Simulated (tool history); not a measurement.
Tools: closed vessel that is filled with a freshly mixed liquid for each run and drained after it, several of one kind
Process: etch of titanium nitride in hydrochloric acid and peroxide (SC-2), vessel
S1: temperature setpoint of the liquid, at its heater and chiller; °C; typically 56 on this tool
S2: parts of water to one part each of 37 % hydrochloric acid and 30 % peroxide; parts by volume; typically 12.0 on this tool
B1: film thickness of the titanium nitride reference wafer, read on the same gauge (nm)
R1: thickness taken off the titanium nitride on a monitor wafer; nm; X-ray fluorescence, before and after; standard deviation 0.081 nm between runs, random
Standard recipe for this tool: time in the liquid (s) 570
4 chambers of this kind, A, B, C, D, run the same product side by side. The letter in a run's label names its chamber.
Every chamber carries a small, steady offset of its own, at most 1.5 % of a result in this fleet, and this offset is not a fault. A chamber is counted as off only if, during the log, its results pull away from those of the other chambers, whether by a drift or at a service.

{"run": "1C", "hour": 12.0, "S1": 56, "S2": 12.0, "time in the liquid (s)": 570, "B1": 119.96, "R1": 13.019}
{"run": "2B", "hour": 18.9, "S1": 56, "S2": 12.0, "time in the liquid (s)": 570, "B1": 119.98, "R1": 13.089}
{"run": "3A", "hour": 25.4, "S1": 56, "S2": 12.0, "time in the liquid (s)": 570, "B1": 120.01, "R1": 13.334}
{"run": "4D", "hour": 31.3, "S1": 56, "S2": 12.0, "time in the liquid (s)": 570, "B1": 120.0, "R1": 13.303}
{"run": "5B", "hour": 40.4, "S1": 56, "S2": 12.0, "time in the liquid (s)": 900, "B1": 119.97, "R1": 20.677}
{"run": "6D", "hour": 48.2, "S1": 56, "S2": 12.0, "time in the liquid (s)": 900, "B1": 120.02, "R1": 20.866}
{"run": "7A", "hour": 59.9, "S1": 56, "S2": 12.0, "time in the liquid (s)": 900, "B1": 120.02, "R1": 20.917}
{"hour": 61.7, "done": "chamber C: new drum of peroxide connected"}
{"run": "8C", "hour": 70.6, "S1": 56, "S2": 12.0, "time in the liquid (s)": 900, "B1": 119.99, "R1": 20.696}
{"run": "9D", "hour": 77.0, "S1": 56, "S2": 12.0, "time in the liquid (s)": 890, "B1": 119.99, "R1": 20.766}
{"run": "10A", "hour": 86.5, "S1": 56, "S2": 12.0, "time in the liquid (s)": 890, "B1": 119.97, "R1": 20.697}
{"run": "11C", "hour": 97.6, "S1": 56, "S2": 12.0, "time in the liquid (s)": 890, "B1": 120.04, "R1": 20.789}
{"run": "12B", "hour": 107.4, "S1": 56, "S2": 12.0, "time in the liquid (s)": 890, "B1": 120.02, "R1": 20.262}
{"run": "13B", "hour": 120.1, "S1": 56, "S2": 12.0, "time in the liquid (s)": 570, "B1": 120.03, "R1": 13.133}
{"run": "14C", "hour": 128.1, "S1": 56, "S2": 8.5, "time in the liquid (s)": 270, "B1": 120.01, "R1": 8.3899}
{"hour": 129.4, "done": "chamber B: new drum of peroxide connected"}
{"hour": 129.7, "done": "chamber B: thermometer replaced"}
{"run": "15D", "hour": 140.4, "S1": 56, "S2": 8.5, "time in the liquid (s)": 270, "B1": 120.0, "R1": 8.4086}
{"run": "16A", "hour": 148.6, "S1": 56, "S2": 8.5, "time in the liquid (s)": 270, "B1": 120.0, "R1": 8.2979}
{"run": "17A", "hour": 159.0, "S1": 56, "S2": 8.5, "time in the liquid (s)": 270, "B1": 120.01, "R1": 8.3013}
{"run": "18B", "hour": 166.3, "S1": 56, "S2": 17.5, "time in the liquid (s)": 745, "B1": 120.0, "R1": 12.458}
{"run": "19C", "hour": 172.5, "S1": 56, "S2": 17.5, "time in the liquid (s)": 745, "B1": 120.01, "R1": 12.157}
{"run": "20D", "hour": 180.4, "S1": 56, "S2": 17.5, "time in the liquid (s)": 745, "B1": 119.98, "R1": 12.449}
{"run": "21B", "hour": 190.7, "S1": 56, "S2": 17.5, "time in the liquid (s)": 745, "B1": 119.99, "R1": 12.285}
{"run": "22A", "hour": 197.5, "S1": 56, "S2": 12.0, "time in the liquid (s)": 570, "B1": 120.0, "R1": 13.001}
{"run": "23C", "hour": 208.3, "S1": 56, "S2": 12.0, "time in the liquid (s)": 570, "B1": 119.98, "R1": 13.198}
{"run": "24D", "hour": 216.2, "S1": 56, "S2": 12.0, "time in the liquid (s)": 570, "B1": 120.01, "R1": 13.242}
{"run": "25D", "hour": 225.1, "S1": 56, "S2": 12.0, "time in the liquid (s)": 570, "B1": 120.0, "R1": 13.214}
{"run": "26B", "hour": 237.2, "S1": 56, "S2": 12.0, "time in the liquid (s)": 570, "B1": 120.01, "R1": 13.226}
{"run": "27A", "hour": 243.5, "S1": 56, "S2": 8.5, "time in the liquid (s)": 275, "B1": 119.99, "R1": 8.2186}
{"run": "28C", "hour": 250.8, "S1": 56, "S2": 8.5, "time in the liquid (s)": 275, "B1": 120.01, "R1": 8.4681}
{"run": "29A", "hour": 258.5, "S1": 56, "S2": 8.5, "time in the liquid (s)": 275, "B1": 119.96, "R1": 8.134}
{"run": "30C", "hour": 264.6, "S1": 56, "S2": 8.5, "time in the liquid (s)": 275, "B1": 119.98, "R1": 8.5071}
{"run": "31B", "hour": 271.7, "S1": 56, "S2": 12.0, "time in the liquid (s)": 570, "B1": 120.0, "R1": 13.08}
{"run": "32D", "hour": 280.1, "S1": 56, "S2": 12.0, "time in the liquid (s)": 570, "B1": 120.02, "R1": 13.159}
{"run": "33C", "hour": 290.0, "S1": 56, "S2": 12.0, "time in the liquid (s)": 570, "B1": 120.0, "R1": 12.927}
{"run": "34D", "hour": 301.4, "S1": 56, "S2": 12.0, "time in the liquid (s)": 570, "B1": 119.98, "R1": 13.21}

Which is it: a chamber that has drifted or been left off by a service, a gauge drift common to all chambers, or only each chamber's usual small offset? If a chamber is off, name it and its likeliest cause.

Little by little, chamber A moves away from the other chambers.
What lies behind it: chemicals flow below the setpoint (%) = 7.36.
The log may not tell that from: liquid colder than its thermometer reads (K); peroxide weaker than its label (%).

Which of the 4 candidates below, each the usual settings with something changed and its results left as question marks, puts chamber A back in line with what the other chambers give on the usual settings?
Counts as in line when no further than this from what the other chambers average on the usual settings: R1 0.2900 nm
{"run": "35A-1", "hour": 310.7, "S1": 55.5, "S2": 12.0, "time in the liquid (s)": 560, "R1": "?"}
{"run": "35A-2", "hour": 310.7, "S1": 56.0, "S2": 12.0, "time in the liquid (s)": 580, "R1": "?"}
{"run": "35A-3", "hour": 310.7, "S1": 56.5, "S2": 12.0, "time in the liquid (s)": 585, "R1": "?"}
{"run": "35A-4", "hour": 310.7, "S1": 56.0, "S2": 12.0, "time in the liquid (s)": 565, "R1": "?"}

Other chambers, usual settings, mean: R1 13.1500 nm
run=35A-1 R1=11.8400
run=35A-2 R1=12.6640
run=35A-3 R1=13.1900
run=35A-4 R1=12.3360
35A-3 is the one that brings the chamber's results back in line with the other chambers.
